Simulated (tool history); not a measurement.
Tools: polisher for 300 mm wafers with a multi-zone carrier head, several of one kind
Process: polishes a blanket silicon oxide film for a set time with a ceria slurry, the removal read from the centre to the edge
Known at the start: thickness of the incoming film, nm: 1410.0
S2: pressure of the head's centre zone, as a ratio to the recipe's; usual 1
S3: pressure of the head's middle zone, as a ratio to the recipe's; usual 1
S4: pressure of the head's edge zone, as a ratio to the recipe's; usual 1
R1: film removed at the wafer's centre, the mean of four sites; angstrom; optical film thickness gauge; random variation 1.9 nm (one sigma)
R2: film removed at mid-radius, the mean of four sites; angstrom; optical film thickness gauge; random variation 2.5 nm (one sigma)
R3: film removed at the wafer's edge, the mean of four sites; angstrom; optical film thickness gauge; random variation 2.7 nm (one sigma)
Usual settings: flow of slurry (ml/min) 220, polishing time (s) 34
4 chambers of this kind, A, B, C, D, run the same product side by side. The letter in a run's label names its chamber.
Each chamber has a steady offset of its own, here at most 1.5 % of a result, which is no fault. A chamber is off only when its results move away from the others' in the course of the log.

{"run": "1C", "hour": 4.4, "flow of slurry (ml/min)": 220, "S2": 1, "S3": 1, "S4": 1, "polishing time (s)": 34, "R1": 2198.7, "R2": 2205.2, "R3": 2189.8}
{"hour": 7.0, "done": "chamber C: worn pad replaced by a new one"}
{"run": "2B", "hour": 7.4, "flow of slurry (ml/min)": 220, "S2": 1, "S3": 1, "S4": 1, "polishing time (s)": 34, "R1": 2208.2, "R2": 2190.2, "R3": 2169.8}
{"run": "3D", "hour": 13.8, "flow of slurry (ml/min)": 220, "S2": 1, "S3": 1, "S4": 1, "polishing time (s)": 34, "R1": 2212.4, "R2": 2126.1, "R3": 2179.4}
{"hour": 14.9, "done": "chamber C: centre zone pressure recalibrated"}
{"hour": 17.0, "done": "chamber D: worn pad replaced by a new one"}
{"hour": 18.5, "done": "chamber A: worn pad replaced by a new one"}
{"run": "4A", "hour": 18.9, "flow of slurry (ml/min)": 220, "S2": 1, "S3": 1, "S4": 1, "polishing time (s)": 34, "R1": 2219.8, "R2": 2204.5, "R3": 2203.4}
{"hour": 20.0, "done": "chamber B: worn pad replaced by a new one"}
{"run": "5C", "hour": 24.1, "flow of slurry (ml/min)": 220, "S2": 1, "S3": 1, "S4": 1, "polishing time (s)": 34, "R1": 2199.9, "R2": 2196, "R3": 2195}
{"run": "6D", "hour": 27.0, "flow of slurry (ml/min)": 220, "S2": 1, "S3": 1, "S4": 1, "polishing time (s)": 34, "R1": 2170.2, "R2": 2142.3, "R3": 2164.1}
{"run": "7A", "hour": 32.5, "flow of slurry (ml/min)": 220, "S2": 1, "S3": 1, "S4": 1, "polishing time (s)": 34, "R1": 2168.5, "R2": 2189.6, "R3": 2192}
{"run": "8B", "hour": 36.3, "flow of slurry (ml/min)": 220, "S2": 1, "S3": 1, "S4": 1, "polishing time (s)": 34, "R1": 2177.7, "R2": 2161.4, "R3": 2183.5}
{"run": "9D", "hour": 42.5, "flow of slurry (ml/min)": 220, "S2": 1, "S3": 1, "S4": 1, "polishing time (s)": 34, "R1": 2178.5, "R2": 2119.8, "R3": 2168.2}
{"run": "10A", "hour": 48.8, "flow of slurry (ml/min)": 220, "S2": 1, "S3": 1, "S4": 1, "polishing time (s)": 34, "R1": 2173, "R2": 2217.2, "R3": 2164.6}
{"run": "11B", "hour": 54.5, "flow of slurry (ml/min)": 220, "S2": 1, "S3": 1, "S4": 1, "polishing time (s)": 34, "R1": 2196.8, "R2": 2199.8, "R3": 2185.6}
{"run": "12C", "hour": 58.3, "flow of slurry (ml/min)": 220, "S2": 1, "S3": 1, "S4": 1, "polishing time (s)": 34, "R1": 2183.2, "R2": 2196.2, "R3": 2139.5}
{"run": "13C", "hour": 62.1, "flow of slurry (ml/min)": 220, "S2": 1, "S3": 1, "S4": 1, "polishing time (s)": 34, "R1": 2159.7, "R2": 2220, "R3": 2148}
{"hour": 66.1, "done": "chamber A: worn pad replaced by a new one"}
{"run": "14B", "hour": 67.7, "flow of slurry (ml/min)": 220, "S2": 1, "S3": 1, "S4": 1, "polishing time (s)": 34, "R1": 2160.5, "R2": 2182.7, "R3": 2206.2}
{"run": "15A", "hour": 73.2, "flow of slurry (ml/min)": 220, "S2": 1, "S3": 1, "S4": 1, "polishing time (s)": 34, "R1": 2182.3, "R2": 2229, "R3": 2132.6}
{"run": "16D", "hour": 78.9, "flow of slurry (ml/min)": 220, "S2": 1, "S3": 1, "S4": 1, "polishing time (s)": 34, "R1": 2163.2, "R2": 2174.2, "R3": 2150.4}
{"hour": 81.0, "done": "chamber D: worn pad replaced by a new one"}
{"run": "17B", "hour": 82.4, "flow of slurry (ml/min)": 220, "S2": 1, "S3": 1, "S4": 1, "polishing time (s)": 34, "R1": 2172.4, "R2": 2214.2, "R3": 2167.9}
{"run": "18D", "hour": 85.8, "flow of slurry (ml/min)": 220, "S2": 1, "S3": 1, "S4": 1, "polishing time (s)": 27, "R1": 1735.4, "R2": 1732.1, "R3": 1735.1}
{"run": "19C", "hour": 89.1, "flow of slurry (ml/min)": 220, "S2": 1, "S3": 1, "S4": 1, "polishing time (s)": 27, "R1": 1711.2, "R2": 1746.2, "R3": 1707.6}
{"hour": 89.8, "done": "chamber C: worn pad replaced by a new one"}
{"run": "20A", "hour": 94.5, "flow of slurry (ml/min)": 220, "S2": 1, "S3": 1, "S4": 1, "polishing time (s)": 27, "R1": 1731.1, "R2": 1741.8, "R3": 1724.9}
{"hour": 95.2, "done": "chamber D: edge zone pressure recalibrated"}
{"run": "21A", "hour": 98.7, "flow of slurry (ml/min)": 220, "S2": 1, "S3": 1, "S4": 1, "polishing time (s)": 27, "R1": 1724.8, "R2": 1766, "R3": 1740.7}
{"hour": 101.0, "done": "chamber A: centre zone pressure recalibrated"}
{"run": "22D", "hour": 103.9, "flow of slurry (ml/min)": 220, "S2": 1, "S3": 1, "S4": 1, "polishing time (s)": 34, "R1": 2190.8, "R2": 2167.1, "R3": 2170}
{"hour": 106.6, "done": "chamber A: worn pad replaced by a new one"}
{"hour": 108.5, "done": "chamber B: worn pad replaced by a new one"}
{"run": "23C", "hour": 109.8, "flow of slurry (ml/min)": 220, "S2": 1, "S3": 1, "S4": 1, "polishing time (s)": 34, "R1": 2170.3, "R2": 2233.9, "R3": 2117.7}
{"run": "24B", "hour": 115.9, "flow of slurry (ml/min)": 220, "S2": 1, "S3": 0.9, "S4": 1, "polishing time (s)": 41, "R1": 2644.1, "R2": 2375.7, "R3": 2626.7}
{"run": "25B", "hour": 119.7, "flow of slurry (ml/min)": 220, "S2": 1, "S3": 0.9, "S4": 1, "polishing time (s)": 41, "R1": 2613.1, "R2": 2337.7, "R3": 2582.8}
{"run": "26C", "hour": 125.0, "flow of slurry (ml/min)": 220, "S2": 1, "S3": 0.9, "S4": 1, "polishing time (s)": 41, "R1": 2667.3, "R2": 2428.2, "R3": 2604.6}
{"run": "27A", "hour": 129.7, "flow of slurry (ml/min)": 220, "S2": 1, "S3": 0.9, "S4": 1, "polishing time (s)": 41, "R1": 2361.7, "R2": 2404.9, "R3": 2636.9}
{"run": "28D", "hour": 135.8, "flow of slurry (ml/min)": 220, "S2": 1, "S3": 1, "S4": 1, "polishing time (s)": 34, "R1": 2218.3, "R2": 2178.6, "R3": 2176.2}
{"hour": 139.4, "done": "chamber B: slurry nozzle cleaned"}
{"run": "29C", "hour": 140.4, "flow of slurry (ml/min)": 220, "S2": 1, "S3": 1, "S4": 1, "polishing time (s)": 34, "R1": 2159.3, "R2": 2216, "R3": 2149.4}
{"run": "30B", "hour": 144.3, "flow of slurry (ml/min)": 220, "S2": 1, "S3": 1, "S4": 1, "polishing time (s)": 34, "R1": 2167.2, "R2": 2171, "R3": 2190.9}
{"hour": 144.8, "done": "chamber D: worn pad replaced by a new one"}
{"run": "31A", "hour": 150.9, "flow of slurry (ml/min)": 220, "S2": 1, "S3": 1, "S4": 1, "polishing time (s)": 34, "R1": 1976.6, "R2": 2207.1, "R3": 2166}
{"hour": 151.7, "done": "chamber B: edge zone pressure recalibrated"}
{"hour": 154.3, "done": "chamber C: slurry nozzle cleaned"}
{"hour": 156.4, "done": "chamber A: worn pad replaced by a new one"}
{"run": "32D", "hour": 156.7, "flow of slurry (ml/min)": 220, "S2": 1, "S3": 1, "S4": 1, "polishing time (s)": 34, "R1": 2166.9, "R2": 2150.2, "R3": 2194.8}
{"run": "33D", "hour": 160.8, "flow of slurry (ml/min)": 220, "S2": 1, "S3": 1, "S4": 1, "polishing time (s)": 34, "R1": 2169.9, "R2": 2134, "R3": 2184.3}
{"run": "34B", "hour": 167.3, "flow of slurry (ml/min)": 220, "S2": 1, "S3": 1, "S4": 1, "polishing time (s)": 34, "R1": 2201.8, "R2": 2190.2, "R3": 2173.7}
{"run": "35C", "hour": 173.0, "flow of slurry (ml/min)": 220, "S2": 1, "S3": 1, "S4": 1, "polishing time (s)": 34, "R1": 2170.6, "R2": 2199.6, "R3": 2168.6}
{"run": "36A", "hour": 177.3, "flow of slurry (ml/min)": 220, "S2": 1, "S3": 1, "S4": 1, "polishing time (s)": 34, "R1": 1965.4, "R2": 2181.2, "R3": 2150.6}
{"hour": 180.4, "done": "chamber C: worn pad replaced by a new one"}
{"run": "37C", "hour": 183.5, "flow of slurry (ml/min)": 220, "S2": 1, "S3": 1, "S4": 1, "polishing time (s)": 34, "R1": 2155.4, "R2": 2203.5, "R3": 2190.2}
{"run": "38B", "hour": 187.0, "flow of slurry (ml/min)": 220, "S2": 1, "S3": 1, "S4": 1, "polishing time (s)": 34, "R1": 2210.7, "R2": 2192.4, "R3": 2185.5}

All 4 chambers run these settings next. Forecast each chamber's results:
{"run": "39A", "hour": 191.7, "flow of slurry (ml/min)": 220, "S2": 1, "S3": 1, "S4": 1, "polishing time (s)": 39, "R1": "?", "R2": "?", "R3": "?"}
{"run": "39B", "hour": 191.7, "flow of slurry (ml/min)": 220, "S2": 1, "S3": 1, "S4": 1, "polishing time (s)": 39, "R1": "?", "R2": "?", "R3": "?"}
{"run": "39C", "hour": 191.7, "flow of slurry (ml/min)": 220, "S2": 1, "S3": 1, "S4": 1, "polishing time (s)": 39, "R1": "?", "R2": "?", "R3": "?"}
{"run": "39D", "hour": 191.7, "flow of slurry (ml/min)": 220, "S2": 1, "S3": 1, "S4": 1, "polishing time (s)": 39, "R1": "?", "R2": "?", "R3": "?"}

run=39A R1=2265.6 R2=2489.7 R3=2491
run=39B R1=2476.5 R2=2476.9 R3=2505.5
run=39C R1=2522.1 R2=2534.9 R3=2475.7
run=39D R1=2539.5 R2=2494.3 R3=2492.4
